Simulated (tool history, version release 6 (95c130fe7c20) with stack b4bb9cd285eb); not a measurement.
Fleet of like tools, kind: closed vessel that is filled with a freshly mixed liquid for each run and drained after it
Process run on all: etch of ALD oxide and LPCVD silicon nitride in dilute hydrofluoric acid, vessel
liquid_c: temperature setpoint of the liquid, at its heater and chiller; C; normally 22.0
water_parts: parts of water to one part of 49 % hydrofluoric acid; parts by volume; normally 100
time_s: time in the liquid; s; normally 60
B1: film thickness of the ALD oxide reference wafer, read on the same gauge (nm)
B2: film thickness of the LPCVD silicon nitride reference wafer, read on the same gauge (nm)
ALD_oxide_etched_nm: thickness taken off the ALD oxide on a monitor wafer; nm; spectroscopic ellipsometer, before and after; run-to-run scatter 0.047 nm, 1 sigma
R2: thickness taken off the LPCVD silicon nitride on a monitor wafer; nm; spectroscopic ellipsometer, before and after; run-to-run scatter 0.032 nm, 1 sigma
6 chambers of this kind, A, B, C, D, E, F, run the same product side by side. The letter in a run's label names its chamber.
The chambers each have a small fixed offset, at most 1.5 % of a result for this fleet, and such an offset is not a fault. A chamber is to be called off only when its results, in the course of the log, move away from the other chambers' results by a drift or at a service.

Run 1B, hour 3.4: usual settings; B1 140.01; B2 149.99. Result: ALD_oxide_etched_nm 9.9197 nm, R2 0.23234 nm.
Run 2F, hour 8.5: usual settings; B1 140.02; B2 150.01. Result: ALD_oxide_etched_nm 9.9178 nm, R2 0.22022 nm.
Run 3C, hour 12.2: usual settings; B1 140.01; B2 150.00. Result: ALD_oxide_etched_nm 9.9420 nm, R2 0.24058 nm.
Run 4D, hour 14.9: usual settings; B1 140.02; B2 149.97. Result: ALD_oxide_etched_nm 9.9998 nm, R2 0.20198 nm.
Run 5E, hour 18.5: usual settings; B1 139.99; B2 149.99. Result: ALD_oxide_etched_nm 9.9111 nm, R2 0.24428 nm.
Run 6A, hour 23.3: usual settings; B1 140.01; B2 149.97. Result: ALD_oxide_etched_nm 10.0400 nm, R2 0.25896 nm.
Run 7A, hour 27.2: usual settings; B1 140.00; B2 150.00. Result: ALD_oxide_etched_nm 10.0150 nm, R2 0.19767 nm.
Run 8D, hour 30.7: usual settings; B1 139.99; B2 150.01. Result: ALD_oxide_etched_nm 10.0410 nm, R2 0.28279 nm.
Run 9B, hour 33.4: usual settings; B1 139.99; B2 149.98. Result: ALD_oxide_etched_nm 9.8061 nm, R2 0.24367 nm.
Run 10F, hour 36.6: usual settings but liquid_c 25.5 C, time_s 90 s; B1 140.01; B2 149.97. Result: ALD_oxide_etched_nm 17.1570 nm, R2 0.31994 nm.
Run 11E, hour 42.1: usual settings but liquid_c 25.5 C, time_s 90 s; B1 140.00; B2 149.98. Result: ALD_oxide_etched_nm 17.1570 nm, R2 0.44830 nm.
Run 12C, hour 44.7: usual settings but liquid_c 25.5 C, time_s 90 s; B1 139.98; B2 150.00. Result: ALD_oxide_etched_nm 17.1750 nm, R2 0.45790 nm.
Run 13A, hour 48.6: usual settings but liquid_c 25.5 C, time_s 90 s; B1 140.01; B2 150.00. Result: ALD_oxide_etched_nm 17.4230 nm, R2 0.43983 nm.
Run 14C, hour 51.3: usual settings but liquid_c 25.5 C, time_s 90 s; B1 140.01; B2 150.00. Result: ALD_oxide_etched_nm 17.2400 nm, R2 0.40742 nm.
Run 15F, hour 55.7: usual settings but liquid_c 25.5 C, time_s 90 s; B1 139.97; B2 149.99. Result: ALD_oxide_etched_nm 17.2650 nm, R2 0.44735 nm.
Run 16E, hour 60.8: usual settings; B1 140.02; B2 149.98. Result: ALD_oxide_etched_nm 9.9165 nm, R2 0.17449 nm.
Run 17B, hour 63.7: usual settings; B1 140.01; B2 150.02. Result: ALD_oxide_etched_nm 9.9318 nm, R2 0.21540 nm.
Run 18D, hour 67.6: usual settings; B1 140.00; B2 149.99. Result: ALD_oxide_etched_nm 9.9948 nm, R2 0.17118 nm.
Run 19A, hour 71.7: usual settings but water_parts 140 parts by volume; B1 139.99; B2 150.01. Result: ALD_oxide_etched_nm 6.8733 nm, R2 0.16086 nm.
Run 20C, hour 74.1: usual settings but water_parts 140 parts by volume; B1 139.99; B2 149.99. Result: ALD_oxide_etched_nm 6.7963 nm, R2 0.18901 nm.
Run 21B, hour 77.5: usual settings but water_parts 140 parts by volume; B1 140.02; B2 150.01. Result: ALD_oxide_etched_nm 6.7437 nm, R2 0.18856 nm.
Run 22F, hour 79.9: usual settings but water_parts 140 parts by volume; B1 139.99; B2 149.98. Result: ALD_oxide_etched_nm 6.7948 nm, R2 0.18234 nm.
Run 23D, hour 82.8: usual settings but water_parts 140 parts by volume; B1 140.00; B2 150.01. Result: ALD_oxide_etched_nm 6.8053 nm, R2 0.15223 nm.
Run 24E, hour 86.2: usual settings but water_parts 140 parts by volume; B1 140.02; B2 149.97. Result: ALD_oxide_etched_nm 6.7697 nm, R2 0.18229 nm.
Run 25A, hour 88.8: usual settings; B1 139.99; B2 149.99. Result: ALD_oxide_etched_nm 10.0700 nm, R2 0.18406 nm.
Run 26C, hour 92.4: usual settings; B1 139.97; B2 149.98. Result: ALD_oxide_etched_nm 10.0500 nm, R2 0.21856 nm.
Run 27D, hour 96.1: usual settings; B1 140.04; B2 150.01. Result: ALD_oxide_etched_nm 10.0310 nm, R2 0.17708 nm.
Run 28E, hour 98.5: usual settings; B1 139.98; B2 150.02. Result: ALD_oxide_etched_nm 9.9538 nm, R2 0.26607 nm.
Run 29B, hour 102.1: usual settings; B1 139.98; B2 150.00. Result: ALD_oxide_etched_nm 9.8707 nm, R2 0.19520 nm.
Run 30F, hour 107.2: usual settings; B1 140.02; B2 149.99. Result: ALD_oxide_etched_nm 9.9998 nm, R2 0.17641 nm.
Run 31E, hour 110.7: usual settings but time_s 70 s; B1 140.00; B2 150.00. Result: ALD_oxide_etched_nm 11.6280 nm, R2 0.24106 nm.
Run 32A, hour 114.8: usual settings but time_s 70 s; B1 140.01; B2 150.03. Result: ALD_oxide_etched_nm 11.7230 nm, R2 0.25894 nm.
Run 33C, hour 117.2: usual settings but time_s 70 s; B1 139.99; B2 150.01. Result: ALD_oxide_etched_nm 11.7130 nm, R2 0.35233 nm.
Run 34F, hour 120.1: usual settings but time_s 70 s; B1 140.01; B2 150.03. Result: ALD_oxide_etched_nm 11.6150 nm, R2 0.28409 nm.
Run 35D, hour 124.7: usual settings but time_s 70 s; B1 140.00; B2 149.98. Result: ALD_oxide_etched_nm 11.7510 nm, R2 0.23709 nm.
Run 36B, hour 129.9: usual settings but time_s 70 s; B1 140.00; B2 150.00. Result: ALD_oxide_etched_nm 11.6230 nm, R2 0.24319 nm.
Run 37D, hour 133.0: usual settings; B1 139.99; B2 150.04. Result: ALD_oxide_etched_nm 10.0100 nm, R2 0.26121 nm.
Run 38C, hour 135.8: usual settings; B1 140.02; B2 149.98. Result: ALD_oxide_etched_nm 9.9214 nm, R2 0.21741 nm.
Run 39B, hour 138.9: usual settings; B1 139.99; B2 149.98. Result: ALD_oxide_etched_nm 9.8938 nm, R2 0.15156 nm.
Run 40A, hour 144.0: usual settings; B1 140.00; B2 149.97. Result: ALD_oxide_etched_nm 10.0040 nm, R2 0.25159 nm.
Run 41F, hour 147.6: usual settings; B1 140.00; B2 149.98. Result: ALD_oxide_etched_nm 9.9633 nm, R2 0.23315 nm.
Run 42E, hour 151.4: usual settings but time_s 80 s; B1 140.00; B2 149.99. Result: ALD_oxide_etched_nm 13.2200 nm, R2 0.33076 nm.
Run 43E, hour 155.5: usual settings but time_s 80 s; B1 139.99; B2 150.00. Result: ALD_oxide_etched_nm 13.2480 nm, R2 0.26158 nm.
Run 44F, hour 158.9: usual settings but time_s 80 s; B1 139.99; B2 149.97. Result: ALD_oxide_etched_nm 13.2670 nm, R2 0.28516 nm.

Does one chamber stand apart from the rest, does the shared gauge drift, or is all well apart from small per-chamber offsets? Give the chamber and the most likely cause, where there is one.

The fleet is healthy, with each chamber sitting at its usual small offset and no drift in the gauge.

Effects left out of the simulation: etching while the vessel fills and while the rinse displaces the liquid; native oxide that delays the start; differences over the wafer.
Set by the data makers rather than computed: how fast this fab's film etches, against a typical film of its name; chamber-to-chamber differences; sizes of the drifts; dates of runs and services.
